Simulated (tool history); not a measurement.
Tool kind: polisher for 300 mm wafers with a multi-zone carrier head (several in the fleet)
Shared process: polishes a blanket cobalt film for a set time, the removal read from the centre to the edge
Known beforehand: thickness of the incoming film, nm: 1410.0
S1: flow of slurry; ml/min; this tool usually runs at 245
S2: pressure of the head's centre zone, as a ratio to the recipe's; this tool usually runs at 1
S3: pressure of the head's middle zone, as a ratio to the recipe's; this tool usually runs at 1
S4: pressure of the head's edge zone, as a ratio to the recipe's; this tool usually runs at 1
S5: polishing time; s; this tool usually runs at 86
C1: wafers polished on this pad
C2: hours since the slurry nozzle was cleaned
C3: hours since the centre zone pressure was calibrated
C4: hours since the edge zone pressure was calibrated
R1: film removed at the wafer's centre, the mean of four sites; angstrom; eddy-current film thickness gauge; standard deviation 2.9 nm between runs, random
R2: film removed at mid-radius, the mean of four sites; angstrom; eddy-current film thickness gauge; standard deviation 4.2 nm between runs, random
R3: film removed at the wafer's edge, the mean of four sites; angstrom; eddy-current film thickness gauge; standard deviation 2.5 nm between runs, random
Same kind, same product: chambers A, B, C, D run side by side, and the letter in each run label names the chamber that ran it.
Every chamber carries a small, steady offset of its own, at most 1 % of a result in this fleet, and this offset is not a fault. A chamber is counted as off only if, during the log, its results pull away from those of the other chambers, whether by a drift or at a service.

run,hour,S1,S2,S3,S4,S5,C1,C2,C3,C4,R1,R2,R3
1A,3.2,245,1,1,1,86,558,339.8,1381.8,34.9,4191.3,4200.7,4216.6
2D,7.6,245,1,1,1,86,709,466.7,1116.6,378.9,4222.8,4204.8,4195.2
# hour 11.6: chamber B: worn pad replaced by a new one
3C,13.1,245,1,1,1,86,403,654.3,167.7,439.6,4156.9,4147.5,4213.7
4B,18.5,245,1,1,1,86,78,205.6,162.6,309,4168,4196.7,4172.5
5B,21.4,310,1,0.88,1,86,111,208.5,165.5,311.9,4320.4,3813.6,4256
6C,25.1,310,1,0.88,1,86,539,666.3,179.7,451.6,4264.3,3833.4,4298.5
7A,30.6,310,1,0.88,1,86,868,367.2,1409.2,62.3,4350.4,3824.2,4265.3
# hour 31.9: chamber A: worn pad replaced by a new one
# hour 32.3: chamber D: worn pad replaced by a new one
8D,36.4,310,1,0.88,1,86,46,495.5,1145.4,407.7,4301.2,3855.3,4298
9A,41.8,245,1,1,1,86,112,378.4,1420.4,73.5,4201.7,4147.1,4211.1
# hour 43.1: chamber D: edge zone pressure recalibrated
10D,44.3,245,1.07,1,0.94,86,135,503.4,1153.3,1.3,4515.5,4117.7,4131.4
11C,48.2,245,1.07,1,0.94,86,799,689.4,202.8,474.7,4504.9,4172.5,4109.3
12B,53.3,245,1.07,1,0.94,86,471,240.4,197.4,343.8,4466.6,4235.8,4074.2
# hour 54.7: chamber C: worn pad replaced by a new one
13B,57,245,1.07,1,0.94,86,513,244.1,201.1,347.5,4501.8,4115.4,4061
# hour 60.3: chamber B: worn pad replaced by a new one
14C,61,245,1,1,1,86,71,702.2,215.6,487.5,4172.7,4158.7,4231
# hour 62.8: chamber A: centre zone pressure recalibrated
15D,66.1,245,1,1,1,86,381,525.2,1175.1,23.1,4224.8,4210.3,4179
16A,70.5,245,1,1,1,86,436,407.1,7.8,102.2,4639.5,4236.5,4223.4
17B,75,245,1,1.04,1.09,86,166,262.1,219.1,365.5,4123.9,4338.8,4314.2
18D,79.4,245,1,1.04,1.09,86,531,538.5,1188.4,36.4,4186.2,4344.3,4378
19A,84,245,1,1.04,1.09,86,588,420.6,21.3,115.7,4620.8,4304.3,4401.5
20C,88.9,245,1,1.04,1.09,86,386,730.1,243.5,515.4,4164.2,4330.7,4414.4
21B,93.9,245,1,1,1,86,379,281,238,384.4,4130.3,4169.1,4204.1
22D,97.8,245,1,1,1,86,739,556.9,1206.8,54.8,4197.1,4255.2,4227
23C,100.7,245,1,1,1,86,520,741.9,255.3,527.2,4161.3,4163.6,4197.5
24A,105.5,245,1,1,1,86,831,442.1,42.8,137.2,4594,4209.3,4160.8
# hour 107: chamber D: centre zone pressure recalibrated
25A,108.1,295,1,1,1,86,861,444.7,45.4,139.8,4716.6,4246.4,4241.1
26D,111.4,295,1,1,1,86,893,570.5,4.5,68.4,4299.6,4211.3,4229.1
27C,116.3,295,1,1,1,86,696,757.5,270.9,542.8,4243.6,4203.3,4258.7
28B,120.5,295,1,1,1,86,679,307.6,264.6,411,4276.9,4281.4,4240.3
29A,124.2,245,1,1,1,86,1042,460.8,61.5,155.9,4637.9,4166.8,4231.3

What goes on in this fleet: one chamber off, a drifting gauge, or nothing beyond the chambers' own small offsets? Name the chamber and the cause, if any.

Chamber A has stood off from the others ever since a service on it.
Cause: centre zone's pressure above its setpoint, % = 8.81.

Which of the 4 candidates below, each the usual settings with something changed and its results left as question marks, puts chamber A back in line with what the other chambers give on the usual settings?
In line here means within this much of the mean the other chambers give on the usual settings: R1 100 angstrom; R2 150 angstrom; R3 89 angstrom
30A-1,128.3,240,0.92,1.02,1.03,85,,,,,?,?,?
30A-2,128.3,240,0.96,1.01,1.01,85,,,,,?,?,?
30A-3,128.3,250,1.04,0.99,0.99,87,,,,,?,?,?
30A-4,128.3,250,1.08,0.98,0.97,87,,,,,?,?,?

The mean the other chambers reach with the usual settings: R1 4170.7 angstrom; R2 4172.3 angstrom; R3 4198.4 angstrom
run,R1,R2,R3
30A-1,4176.4,4203.2,4220
30A-2,4378.2,4163.9,4177.2
30A-3,4920.3,4201.4,4247.4
30A-4,5127.9,4160.9,4203.2
The right change is 30A-1: it brings the chamber back within the allowed miss of the others.

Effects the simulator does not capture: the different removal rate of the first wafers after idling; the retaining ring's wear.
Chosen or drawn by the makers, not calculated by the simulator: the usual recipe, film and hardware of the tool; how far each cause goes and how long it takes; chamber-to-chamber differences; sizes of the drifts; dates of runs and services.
